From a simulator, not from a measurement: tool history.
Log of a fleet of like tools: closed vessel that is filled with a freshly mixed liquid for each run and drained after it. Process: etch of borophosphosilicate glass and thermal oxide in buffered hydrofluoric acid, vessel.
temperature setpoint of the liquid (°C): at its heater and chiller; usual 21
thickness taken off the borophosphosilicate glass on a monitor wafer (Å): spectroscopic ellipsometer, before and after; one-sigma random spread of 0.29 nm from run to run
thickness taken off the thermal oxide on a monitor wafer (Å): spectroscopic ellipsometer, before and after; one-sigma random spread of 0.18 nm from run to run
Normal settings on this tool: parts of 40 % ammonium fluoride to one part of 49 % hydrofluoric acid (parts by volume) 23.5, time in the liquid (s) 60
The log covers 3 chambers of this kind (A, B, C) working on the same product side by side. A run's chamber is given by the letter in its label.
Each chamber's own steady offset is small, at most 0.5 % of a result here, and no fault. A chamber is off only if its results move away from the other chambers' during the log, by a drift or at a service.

run,day,temperature setpoint of the liquid (°C),parts of 40 % ammonium fluoride to one part of 49 % hydrofluoric acid (parts by volume),time in the liquid (s),hours since the thermometer was replaced,hours since the hydrofluoric acid flow meter was replaced,"read-back film thickness of the borophosphosilicate glass reference wafer, read on the same gauge (nm)","read-back film thickness of the thermal oxide reference wafer, read on the same gauge (nm)",thickness taken off the borophosphosilicate glass on a monitor wafer (Å),thickness taken off the thermal oxide on a monitor wafer (Å)
1C,0.608,21,23.5,60,150.3,903.6,130.02,140.03,551.15,256.57
2B,1.217,21,23.5,60,111.1,439.0,130.04,139.94,554.39,254.71
3A,1.850,21,23.5,60,274.9,100.1,129.99,140.02,555.94,255.31
4B,2.429,21,23.5,60,140.2,468.1,130.01,140.00,553.62,254.87
5C,3.062,21,23.5,60,209.2,962.5,129.99,140.07,549.22,257.90
6A,3.692,21,23.5,60,319.1,144.3,130.03,140.01,554.77,255.49
7C,4.292,21,23.5,60,238.7,992.0,129.98,140.01,550.55,252.24
8B,4.888,21,23.5,60,199.2,527.1,130.01,140.04,555.93,257.14
9A,5.404,21,23.5,60,360.2,185.4,129.98,139.95,551.09,258.59
10B,5.683,21,23.5,60,218.3,546.2,129.98,139.97,557.69,255.27
11A,6.096,21,23.5,60,376.8,202.0,129.97,140.02,555.85,253.96
12C,6.521,21,23.5,50,292.2,1045.5,129.97,139.99,456.04,212.77
13C,7.079,21,23.5,50,305.6,1058.9,129.99,139.93,457.55,212.45
14B,7.612,21,23.5,50,264.6,592.5,130.01,140.00,461.71,212.26
15A,7.975,21,23.5,60,421.9,247.1,129.97,139.98,549.12,254.89
16B,8.338,21,23.5,60,282.0,609.9,129.97,140.00,552.38,255.33
17C,8.908,25,23.5,45,349.5,1102.8,130.00,139.99,510.45,238.75
18A,9.217,25,23.5,45,451.7,276.9,130.01,140.04,515.86,237.96
19B,9.825,25,23.5,45,317.7,645.6,130.00,139.97,518.65,239.55
20A,10.396,21,23.5,60,480.0,305.2,130.06,140.02,553.64,255.46
21C,10.996,21,23.5,60,399.6,1152.9,130.02,140.03,546.37,256.74
22A,11.446,21,23.5,60,505.2,330.4,130.00,140.03,552.94,259.31
23C,12.058,21,23.5,60,425.1,1178.4,130.02,140.03,545.48,257.03
24B,12.525,21,23.5,60,382.5,710.4,129.99,139.98,556.35,257.70
25A,13.125,21,23.5,60,545.5,370.7,130.01,140.01,554.35,254.76
26B,13.512,21,23.5,60,406.2,734.1,130.01,140.01,558.61,261.67
27C,13.958,21,23.5,60,470.7,1224.0,129.98,139.95,549.21,258.37
28C,14.258,21,23.5,60,477.9,1231.2,129.98,140.03,543.50,253.29
29A,14.862,21,23.5,60,587.2,412.4,130.05,140.02,554.38,253.48
30B,15.292,21,23.5,60,448.9,776.8,130.05,140.00,554.31,255.89

Predict what each chamber gives when all 3 of them run the settings below next.
31A,15.750,21,23.5,60,,,,,?,?
31B,15.750,21,23.5,60,,,,,?,?
31C,15.750,21,23.5,60,,,,,?,?

run,thickness taken off the borophosphosilicate glass on a monitor wafer (Å),thickness taken off the thermal oxide on a monitor wafer (Å)
31A,551.25,258.55
31B,548.93,257.49
31C,549.92,257.33
